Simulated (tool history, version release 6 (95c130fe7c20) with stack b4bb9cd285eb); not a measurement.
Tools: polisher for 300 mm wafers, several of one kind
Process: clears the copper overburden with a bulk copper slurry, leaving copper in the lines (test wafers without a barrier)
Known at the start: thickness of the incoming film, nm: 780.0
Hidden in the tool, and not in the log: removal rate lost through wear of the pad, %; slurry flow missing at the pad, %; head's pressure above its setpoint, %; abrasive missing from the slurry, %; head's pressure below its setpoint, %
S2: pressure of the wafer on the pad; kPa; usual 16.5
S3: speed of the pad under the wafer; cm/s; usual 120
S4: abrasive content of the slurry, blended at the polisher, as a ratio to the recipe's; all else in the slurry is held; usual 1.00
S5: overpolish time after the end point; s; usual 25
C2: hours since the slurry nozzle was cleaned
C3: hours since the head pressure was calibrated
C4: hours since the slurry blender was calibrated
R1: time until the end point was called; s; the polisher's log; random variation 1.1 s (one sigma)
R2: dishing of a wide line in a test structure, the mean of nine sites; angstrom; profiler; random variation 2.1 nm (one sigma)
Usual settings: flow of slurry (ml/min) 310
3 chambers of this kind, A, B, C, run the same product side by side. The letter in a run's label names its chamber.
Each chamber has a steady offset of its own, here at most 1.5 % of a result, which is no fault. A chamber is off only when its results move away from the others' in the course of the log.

At hour 2.7: chamber B: head pressure recalibrated.
Run 1A, hour 5.5: usual settings; wafers polished on this pad 186; C2 60.5; C3 708.5; C4 96.6. Result: R1 77.979 s, R2 857.04 angstrom.
At hour 8.7: chamber C: worn pad replaced by a new one.
Run 2B, hour 9.8: usual settings; wafers polished on this pad 614; C2 219.4; C3 7.2; C4 30.2. Result: R1 78.077 s, R2 848.50 angstrom.
Run 3C, hour 13.0: usual settings; wafers polished on this pad 46; C2 300.7; C3 310.6; C4 72.6. Result: R1 77.736 s, R2 911.98 angstrom.
Run 4B, hour 16.2: usual settings; wafers polished on this pad 684; C2 225.8; C3 13.6; C4 36.6. Result: R1 79.678 s, R2 882.69 angstrom.
Run 5C, hour 20.7: usual settings; wafers polished on this pad 130; C2 308.4; C3 318.3; C4 80.3. Result: R1 79.693 s, R2 886.79 angstrom.
Run 6A, hour 24.8: usual settings; wafers polished on this pad 396; C2 79.8; C3 727.8; C4 115.9. Result: R1 76.691 s, R2 862.08 angstrom.
Run 7B, hour 28.4: usual settings; wafers polished on this pad 816; C2 238.0; C3 25.8; C4 48.8. Result: R1 75.637 s, R2 839.22 angstrom.
Run 8C, hour 34.9: usual settings; wafers polished on this pad 284; C2 322.6; C3 332.5; C4 94.5. Result: R1 78.949 s, R2 878.55 angstrom.
Run 9A, hour 40.7: usual settings; wafers polished on this pad 569; C2 95.7; C3 743.7; C4 131.8. Result: R1 78.818 s, R2 858.85 angstrom.
At hour 43.0: chamber B: worn pad replaced by a new one.
Run 10B, hour 44.9: usual settings; wafers polished on this pad 21; C2 254.5; C3 42.3; C4 65.3. Result: R1 77.104 s, R2 835.46 angstrom.
Run 11C, hour 48.9: usual settings; wafers polished on this pad 436; C2 336.6; C3 346.5; C4 108.5. Result: R1 77.447 s, R2 841.33 angstrom.
Run 12A, hour 52.2: usual settings but S3 160 cm/s; wafers polished on this pad 694; C2 107.2; C3 755.2; C4 143.3. Result: R1 59.243 s, R2 906.81 angstrom.
Run 13A, hour 56.6: usual settings but S3 160 cm/s; wafers polished on this pad 742; C2 111.6; C3 759.6; C4 147.7. Result: R1 57.403 s, R2 956.50 angstrom.
Run 14C, hour 61.6: usual settings but S3 160 cm/s; wafers polished on this pad 574; C2 349.3; C3 359.2; C4 121.2. Result: R1 60.267 s, R2 920.97 angstrom.
Run 15B, hour 68.4: usual settings; wafers polished on this pad 276; C2 278.0; C3 65.8; C4 88.8. Result: R1 79.180 s, R2 846.21 angstrom.
Run 16C, hour 73.5: usual settings; wafers polished on this pad 704; C2 361.2; C3 371.1; C4 133.1. Result: R1 82.133 s, R2 848.67 angstrom.
Run 17B, hour 76.6: usual settings; wafers polished on this pad 366; C2 286.2; C3 74.0; C4 97.0. Result: R1 77.789 s, R2 857.24 angstrom.
Run 18A, hour 83.3: usual settings; wafers polished on this pad 1032; C2 138.3; C3 786.3; C4 174.4. Result: R1 79.066 s, R2 820.23 angstrom.
At hour 84.7: chamber A: worn pad replaced by a new one.
Run 19B, hour 87.2: usual settings but flow of slurry (ml/min) 245, S2 21.4 kPa; wafers polished on this pad 481; C2 296.8; C3 84.6; C4 107.6. Result: R1 60.097 s, R2 923.29 angstrom.
Run 20C, hour 91.1: usual settings but flow of slurry (ml/min) 245, S2 21.4 kPa; wafers polished on this pad 895; C2 378.8; C3 388.7; C4 150.7. Result: R1 65.660 s, R2 989.62 angstrom.
Run 21A, hour 96.6: usual settings but flow of slurry (ml/min) 245, S2 21.4 kPa; wafers polished on this pad 129; C2 151.6; C3 799.6; C4 187.7. Result: R1 61.634 s, R2 979.26 angstrom.
Run 22C, hour 102.5: usual settings; wafers polished on this pad 1019; C2 390.2; C3 400.1; C4 162.1. Result: R1 83.480 s, R2 906.27 angstrom.
Run 23B, hour 106.6: usual settings; wafers polished on this pad 692; C2 316.2; C3 104.0; C4 127.0. Result: R1 77.443 s, R2 861.76 angstrom.
Run 24A, hour 109.7: usual settings but flow of slurry (ml/min) 405, S4 1.10; wafers polished on this pad 272; C2 164.7; C3 812.7; C4 200.8. Result: R1 75.292 s, R2 888.92 angstrom.
Run 25C, hour 113.9: usual settings but flow of slurry (ml/min) 405, S4 1.10; wafers polished on this pad 1143; C2 401.6; C3 411.5; C4 173.5. Result: R1 80.300 s, R2 793.53 angstrom.
Run 26B, hour 119.9: usual settings but flow of slurry (ml/min) 405, S4 1.10; wafers polished on this pad 836; C2 329.5; C3 117.3; C4 140.3. Result: R1 74.497 s, R2 819.34 angstrom.
Run 27A, hour 126.2: usual settings; wafers polished on this pad 451; C2 181.2; C3 829.2; C4 217.3. Result: R1 76.850 s, R2 870.28 angstrom.
Run 28B, hour 131.3: usual settings; wafers polished on this pad 960; C2 340.9; C3 128.7; C4 151.7. Result: R1 78.672 s, R2 858.54 angstrom.
Run 29C, hour 135.5: usual settings; wafers polished on this pad 1377; C2 423.2; C3 433.1; C4 195.1. Result: R1 84.082 s, R2 843.21 angstrom.
Run 30A, hour 138.7: usual settings; wafers polished on this pad 587; C2 193.7; C3 841.7; C4 229.8. Result: R1 79.056 s, R2 845.84 angstrom.
Run 31C, hour 142.7: usual settings but S2 19.3 kPa, S4 1.30; wafers polished on this pad 1456; C2 430.4; C3 440.3; C4 202.3. Result: R1 68.355 s, R2 932.13 angstrom.
Run 32B, hour 148.1: usual settings but S2 19.3 kPa, S4 1.30; wafers polished on this pad 1142; C2 357.7; C3 145.5; C4 168.5. Result: R1 63.106 s, R2 933.38 angstrom.
Run 33A, hour 153.2: usual settings but S2 19.3 kPa, S4 1.30; wafers polished on this pad 745; C2 208.2; C3 856.2; C4 244.3. Result: R1 62.490 s, R2 967.80 angstrom.
At hour 155.3: chamber B: worn pad replaced by a new one.
Run 34C, hour 157.6: usual settings but S3 154 cm/s; wafers polished on this pad 1618; C2 445.3; C3 455.2; C4 217.2. Result: R1 67.245 s, R2 869.55 angstrom.
Run 35B, hour 163.0: usual settings but S3 154 cm/s; wafers polished on this pad 84; C2 372.6; C3 160.4; C4 183.4. Result: R1 60.085 s, R2 903.72 angstrom.
Run 36A, hour 168.7: usual settings but S3 154 cm/s; wafers polished on this pad 913; C2 223.7; C3 871.7; C4 259.8. Result: R1 58.786 s, R2 918.68 angstrom.

What goes on in this fleet: one chamber off, a drifting gauge, or nothing beyond the chambers' own small offsets? Name the chamber and the cause, if any.

Chamber C drifts away from the others.
Cause: head's pressure below its setpoint, % = 10.6.
The log may not tell that from: removal rate lost through wear of the pad, %.

Here are 4 candidates for chamber C's next run, each the usual settings with a change, their results left as question marks. Which one brings its results back in line with what the others give on the usual settings?
In line means no further than this from the other chambers' mean on the usual settings: R1 4.000 s; R2 74.00 angstrom
Run 37C-1, hour 173.6: usual settings but S3 122 cm/s. Result: R1 ?, R2 ?.
Run 37C-2, hour 173.6: usual settings but S2 17.2 kPa, S3 128 cm/s. Result: R1 ?, R2 ?.
Run 37C-3, hour 173.6: usual settings but S2 15.9 kPa, S3 112 cm/s. Result: R1 ?, R2 ?.
Run 37C-4, hour 173.6: usual settings but S3 118 cm/s. Result: R1 ?, R2 ?.

The other chambers' mean on the usual settings: R1 77.873 s; R2 856.95 angstrom
  run      R1      R2
37C-1  85.739  830.40
37C-2  78.448  860.29
37C-3  97.416  787.62
37C-4  88.610  821.12
37C-2 brings the chamber back in line.

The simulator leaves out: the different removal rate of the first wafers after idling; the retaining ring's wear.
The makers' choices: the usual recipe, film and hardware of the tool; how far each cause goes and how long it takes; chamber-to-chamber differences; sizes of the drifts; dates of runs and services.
